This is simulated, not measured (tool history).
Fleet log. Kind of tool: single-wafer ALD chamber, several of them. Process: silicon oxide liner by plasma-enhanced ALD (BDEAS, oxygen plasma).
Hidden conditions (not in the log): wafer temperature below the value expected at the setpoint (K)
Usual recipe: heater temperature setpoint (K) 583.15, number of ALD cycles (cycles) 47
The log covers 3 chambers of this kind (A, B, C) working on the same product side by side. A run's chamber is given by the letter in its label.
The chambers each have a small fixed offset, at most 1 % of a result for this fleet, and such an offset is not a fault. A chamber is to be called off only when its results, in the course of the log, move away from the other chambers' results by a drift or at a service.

run,day,heater temperature setpoint (K),number of ALD cycles (cycles),hours since the last thermocouple change,"read-back reference wafer on the same gauge, thickness_nm",mean film thickness on the monitor wafer (Å)
1A,0.275,583.15,47,1544.2,4.3395,43.422
2B,0.533,583.15,47,1714.3,4.339,43.249
3C,0.742,583.15,47,946,4.344,43.502
4A,1.117,583.15,47,1564.4,4.3403,43.474
5B,1.388,583.15,47,1734.8,4.3359,43.202
6C,1.675,583.15,47,968.4,4.3387,42.728
7C,1.838,583.15,47,972.3,4.3396,43.395
8B,2.062,583.15,47,1751,4.3335,42.699
9A,2.275,569.15,52,1592.2,4.3354,49.686
10A,2.579,569.15,52,1599.5,4.3416,49.456
11C,2.804,569.15,52,995.5,4.3372,48.781
12B,3.017,583.15,47,1773.9,4.3416,42.936
13A,3.383,583.15,47,1618.8,4.3396,43.545
14B,3.696,583.15,47,1790.2,4.3329,43.144
15C,4.046,583.15,47,1025.3,4.3438,43.015
16B,4.317,583.15,47,1805.1,4.3392,43.106
17C,4.529,583.15,47,1036.9,4.3451,43.18
18A,4.838,583.15,47,1653.7,4.3449,43.058
19A,5.079,583.15,47,1659.5,4.3449,43.401
20B,5.425,583.15,47,1831.7,4.338,43.443
21C,5.808,591.15,53,1067.6,4.3344,47.739
22C,6.083,591.15,53,1074.2,4.333,47.889
23A,6.329,591.15,53,1689.5,4.3387,48.506
24B,6.546,593.15,52,1858.6,4.3346,47.119
25A,6.738,593.15,52,1699.3,4.3407,47.587
26C,7.033,593.15,52,1097,4.3391,46.764
27B,7.296,583.15,47,1876.6,4.3375,43.235
28B,7.508,583.15,47,1881.7,4.3387,43.271
29C,7.879,583.15,47,1117.3,4.3406,43.128
30A,8.154,583.15,47,1733.3,4.3351,43.293
31A,8.533,583.15,47,1742.4,4.3412,43.652
32C,8.879,583.15,47,1141.3,4.3415,42.869

All chambers now run identical settings, listed one chamber a line with results as question marks. What results will each chamber show?
33A,9.154,588.15,47,,,?
33B,9.154,588.15,47,,,?
33C,9.154,588.15,47,,,?

run,mean film thickness on the monitor wafer (Å)
33A,43.152
33B,42.906
33C,42.656

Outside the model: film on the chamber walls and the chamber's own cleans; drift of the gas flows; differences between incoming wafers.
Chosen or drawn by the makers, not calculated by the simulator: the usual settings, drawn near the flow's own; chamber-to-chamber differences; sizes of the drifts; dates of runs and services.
